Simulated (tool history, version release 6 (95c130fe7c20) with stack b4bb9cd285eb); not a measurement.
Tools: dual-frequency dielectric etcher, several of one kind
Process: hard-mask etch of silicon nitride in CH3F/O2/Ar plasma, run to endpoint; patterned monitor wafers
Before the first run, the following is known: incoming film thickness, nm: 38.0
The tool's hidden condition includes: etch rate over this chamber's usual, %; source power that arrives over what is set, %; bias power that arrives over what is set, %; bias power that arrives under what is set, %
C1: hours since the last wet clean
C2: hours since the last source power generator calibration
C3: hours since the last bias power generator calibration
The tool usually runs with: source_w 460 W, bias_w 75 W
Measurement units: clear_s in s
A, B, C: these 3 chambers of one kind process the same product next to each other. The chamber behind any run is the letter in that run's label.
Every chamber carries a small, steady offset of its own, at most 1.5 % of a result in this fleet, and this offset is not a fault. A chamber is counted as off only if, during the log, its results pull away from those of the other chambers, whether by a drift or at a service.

{"run": "1A", "day": 0.175, "source_w": 460, "bias_w": 75, "C1": 221.9, "C2": 2504.7, "C3": 1304.6, "clear_s": 51.617}
{"run": "2B", "day": 0.338, "source_w": 460, "bias_w": 75, "C1": 92.7, "C2": 291.1, "C3": 507.0, "clear_s": 50.725}
{"run": "3C", "day": 0.675, "source_w": 460, "bias_w": 75, "C1": 291.8, "C2": 3087.1, "C3": 4147.8, "clear_s": 51.909}
{"run": "4A", "day": 0.862, "source_w": 460, "bias_w": 75, "C1": 238.4, "C2": 2521.2, "C3": 1321.1, "clear_s": 51.795}
{"run": "5B", "day": 1.088, "source_w": 460, "bias_w": 75, "C1": 110.7, "C2": 309.1, "C3": 525.0, "clear_s": 50.715}
{"run": "6C", "day": 1.383, "source_w": 460, "bias_w": 85, "C1": 308.8, "C2": 3104.1, "C3": 4164.8, "clear_s": 49.363}
{"run": "7C", "day": 1.65, "source_w": 460, "bias_w": 85, "C1": 315.2, "C2": 3110.5, "C3": 4171.2, "clear_s": 49.689}
{"run": "8B", "day": 1.9, "source_w": 460, "bias_w": 85, "C1": 130.2, "C2": 328.6, "C3": 544.5, "clear_s": 48.512}
{"run": "9A", "day": 2.167, "source_w": 460, "bias_w": 75, "C1": 269.7, "C2": 2552.5, "C3": 1352.4, "clear_s": 51.671}
{"run": "10C", "day": 2.433, "source_w": 540, "bias_w": 58, "C1": 334.0, "C2": 3129.3, "C3": 4190.0, "clear_s": 52.85}
{"run": "11A", "day": 2.654, "source_w": 540, "bias_w": 58, "C1": 281.4, "C2": 2564.2, "C3": 1364.1, "clear_s": 52.604}
{"run": "12B", "day": 2.929, "source_w": 540, "bias_w": 58, "C1": 154.9, "C2": 353.3, "C3": 569.2, "clear_s": 51.79}
{"run": "13B", "day": 3.096, "source_w": 460, "bias_w": 75, "C1": 158.9, "C2": 357.3, "C3": 573.2, "clear_s": 50.469}
{"run": "14A", "day": 3.4, "source_w": 460, "bias_w": 75, "C1": 299.3, "C2": 2582.1, "C3": 1382.0, "clear_s": 50.818}
{"run": "15C", "day": 3.679, "source_w": 390, "bias_w": 57, "C1": 363.9, "C2": 3159.2, "C3": 4219.9, "clear_s": 60.324}
{"run": "16C", "day": 3.842, "source_w": 390, "bias_w": 57, "C1": 367.8, "C2": 3163.1, "C3": 4223.8, "clear_s": 60.028}
{"run": "17B", "day": 4.15, "source_w": 390, "bias_w": 57, "C1": 184.2, "C2": 382.6, "C3": 598.5, "clear_s": 59.312}
{"run": "18A", "day": 4.442, "source_w": 460, "bias_w": 75, "C1": 324.3, "C2": 2607.1, "C3": 1407.0, "clear_s": 50.493}
{"run": "19A", "day": 4.725, "source_w": 460, "bias_w": 75, "C1": 331.1, "C2": 2613.9, "C3": 1413.8, "clear_s": 49.928}
{"run": "20C", "day": 5.038, "source_w": 460, "bias_w": 75, "C1": 396.5, "C2": 3191.8, "C3": 4252.5, "clear_s": 51.792}

All chambers now run identical settings, listed one chamber a line with results as question marks. What results will each chamber show?
{"run": "21A", "day": 5.283, "source_w": 460, "bias_w": 75, "clear_s": "?"}
{"run": "21B", "day": 5.283, "source_w": 460, "bias_w": 75, "clear_s": "?"}
{"run": "21C", "day": 5.283, "source_w": 460, "bias_w": 75, "clear_s": "?"}

run=21A clear_s=49.797
run=21B clear_s=50.835
run=21C clear_s=51.683
